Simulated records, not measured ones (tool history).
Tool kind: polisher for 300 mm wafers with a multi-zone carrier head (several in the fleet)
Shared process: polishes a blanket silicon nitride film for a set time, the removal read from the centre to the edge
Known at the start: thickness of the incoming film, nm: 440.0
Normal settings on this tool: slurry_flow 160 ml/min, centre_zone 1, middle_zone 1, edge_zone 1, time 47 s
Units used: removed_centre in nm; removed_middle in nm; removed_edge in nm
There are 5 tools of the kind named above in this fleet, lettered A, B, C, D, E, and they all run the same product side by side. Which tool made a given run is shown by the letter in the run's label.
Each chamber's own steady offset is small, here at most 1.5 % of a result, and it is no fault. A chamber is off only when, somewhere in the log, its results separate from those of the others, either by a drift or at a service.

run	hour	slurry_flow	centre_zone	middle_zone	edge_zone	time	wafers polished on this pad	hours since the slurry nozzle was cleaned	hours since the centre zone pressure was calibrated	hours since the edge zone pressure was calibrated	removed_centre	removed_middle	removed_edge
1A	14.9	160	1	1	1	47	226	156.7	556.4	1057.7	133.25	133.07	132.79
# hour 15.6: chamber C: worn pad replaced by a new one
2B	28.9	160	1	1	1	47	707	422.8	989.3	122.3	133.38	133.99	135.54
3E	44.8	160	1	1	1	47	924	322.1	423.1	784.5	126.86	130.19	133.43
# hour 47.8: chamber D: edge zone pressure recalibrated
# hour 49.1: chamber B: worn pad replaced by a new one
# hour 53.2: chamber E: slurry nozzle cleaned
4D	57.5	160	1	1	1	47	877	207.6	309.1	9.7	134.79	134.49	132.08
5C	66.5	160	1	1	1	47	501	206.4	475.9	392.5	129.68	136.46	128.77
# hour 71.4: chamber A: centre zone pressure recalibrated
6E	79.3	160	1	1	1	47	1263	26.2	457.6	819	130.93	128.6	132.2
# hour 83.8: chamber D: worn pad replaced by a new one
# hour 89.9: chamber C: centre zone pressure recalibrated
7A	92.9	160	1	1	1	47	993	234.7	21.5	1135.7	130.5	132.62	129.53
8C	104.2	160	1	1	1	47	871	244.1	14.4	430.2	133.49	132.4	131.49
9D	118.6	160	1.1	1	1	47	342	268.7	370.2	70.8	148.99	134.25	133.12
# hour 128.3: chamber C: worn pad replaced by a new one
# hour 132.6: chamber A: worn pad replaced by a new one
10B	134.7	160	1.1	1	1	47	841	528.6	1095.1	228.1	145.99	132.61	131.33
11A	142.2	160	1.1	1	1	47	94	284	70.8	1185	152.49	132.02	134.08
12C	156.2	160	1.1	1	1	47	274	296.1	66.4	482.2	151.2	134.39	132.32
13D	163.4	160	1.1	1	1	47	783	313.5	415	115.6	147.64	132.95	136.01
# hour 166.7: chamber B: worn pad replaced by a new one
14E	173.7	160	1	1	1	47	2191	120.6	552	913.4	129.41	129.51	131.84
15B	185.3	160	1	1	1	47	183	579.2	1145.7	278.7	130.66	133.4	133.48
# hour 190: chamber B: edge zone pressure recalibrated
# hour 190.6: chamber D: worn pad replaced by a new one
16E	198.2	160	1	1	1	47	2432	145.1	576.5	937.9	130.89	127.59	131.38
# hour 202.9: chamber A: slurry nozzle cleaned
17C	211.2	160	1	1	1	47	814	351.1	121.4	537.2	130.44	130.9	132.58
18B	226.7	160	1	1	1	47	590	620.6	1187.1	36.7	131.03	134.41	131.96
19D	235.3	160	0.96	1	1	47	439	385.4	486.9	187.5	128.41	131.34	132.76
20A	251	160	0.96	1	1	47	1164	48.2	179.6	1293.8	128.34	130.57	132.98
21B	262.7	160	0.96	1	1	47	944	656.6	1223.1	72.7	127	133.07	132.73
# hour 263: chamber C: worn pad replaced by a new one
# hour 267.9: chamber A: worn pad replaced by a new one
# hour 276.8: chamber B: worn pad replaced by a new one
22A	277.1	160	0.96	1	1	47	90	74.3	205.7	1319.9	125.49	131.88	132.53
23D	287.9	160	0.96	1	1	47	956	438	539.5	240.1	128.54	133.42	130.92
24E	297.3	160	1	1	1	47	3406	244.2	675.6	1037	124.41	123.81	126.5
# hour 307.7: chamber D: worn pad replaced by a new one
25C	311.2	160	1	1	1	47	474	451.1	221.4	637.2	131.21	131.47	131.45
26E	322.8	160	1	1	1	47	3657	269.7	701.1	1062.5	119.64	124.06	124.19
# hour 331.9: chamber C: edge zone pressure recalibrated
27B	338.9	160	1	1	1	47	611	732.8	1299.3	148.9	131.12	134.5	132.03
# hour 346.2: chamber B: slurry nozzle cleaned
28C	353.5	160	1	1	1	47	890	493.4	263.7	21.7	130.12	131.46	131.51
29A	363.7	160	1	1	1	47	941	160.9	292.3	1406.5	134.56	131.14	131.19
# hour 364.3: chamber D: edge zone pressure recalibrated
30D	375.1	160	1	1	1	47	662	525.2	626.7	10.9	132.48	132.47	131.08
# hour 383.8: chamber B: worn pad replaced by a new one
# hour 384.2: chamber D: centre zone pressure recalibrated
31B	386.8	160	1	1	1	47	29	40.6	1347.2	196.8	134.85	133.67	133.95
32D	396	160	1	1	1	47	868	546.1	11.9	31.8	133.94	134.44	133.48
# hour 397.2: chamber E: edge zone pressure recalibrated
# hour 399.5: chamber E: slurry nozzle cleaned
# hour 401.5: chamber D: worn pad replaced by a new one
# hour 402.6: chamber C: worn pad replaced by a new one
33C	403.3	135	1	1	1	42	7	543.2	313.5	71.5	113.29	112.57	115.35
# hour 408.6: chamber A: worn pad replaced by a new one
34E	416.9	135	1	1	1	42	4582	17.5	795.2	19.8	101.73	103.7	106.25
35A	425.1	135	1	1	1	42	162	222.3	353.7	1467.9	116.22	113.18	111.87
36E	441.2	135	1	1	1	42	4821	41.8	819.5	44.1	103.84	103.41	105.02
37C	450	135	1	1	1	42	466	589.9	360.2	118.2	115.32	116.42	112.24
38B	464.8	160	1	1	1	47	796	118.6	1425.2	274.8	132.53	134.71	135.16
39D	479	160	1	1	1	47	762	629.1	94.9	114.8	134.03	131.81	131.91
40A	493.1	160	1	1	1	47	830	290.3	421.7	1535.9	132.95	130.45	133.76
41A	504.8	160	1	1	1	47	945	302	433.4	1547.6	132.27	132.46	133.72
42E	512.5	160	1	1	1	47	5522	113.1	890.8	115.4	116.64	117.57	119.15

What goes on in this fleet: one chamber off, a drifting gauge, or nothing beyond the chambers' own small offsets? Name the chamber and the cause, if any.

It is chamber E that slowly wanders off from its peers.
Cause: removal rate lost through wear of the pad, % = 12.

Which of the 4 candidates below, each the usual settings with something changed and its results left as question marks, puts chamber E back in line with what the other chambers give on the usual settings?
Counts as in line when no further than this from what the other chambers average on the usual settings: removed_centre 6.5 nm; removed_middle 5.1 nm; removed_edge 5.7 nm
43E-1	524.1	155	0.99	0.98	1.01	42					?	?	?
43E-2	524.1	165	1.01	1.02	0.99	52					?	?	?
43E-3	524.1	155	0.99	0.97	1.01	39					?	?	?
43E-4	524.1	170	1.01	1.03	0.99	57					?	?	?

Average result of the remaining chambers running the usual settings: removed_centre 131.99 nm; removed_middle 132.71 nm; removed_edge 131.86 nm
run	removed_centre	removed_middle	removed_edge
43E-1	102.19	102.31	105.99
43E-2	131.02	132.98	130.86
43E-3	94.881	94.103	98.431
43E-4	144.47	147.87	143.97
43E-2 puts the chamber back in line with the other chambers.
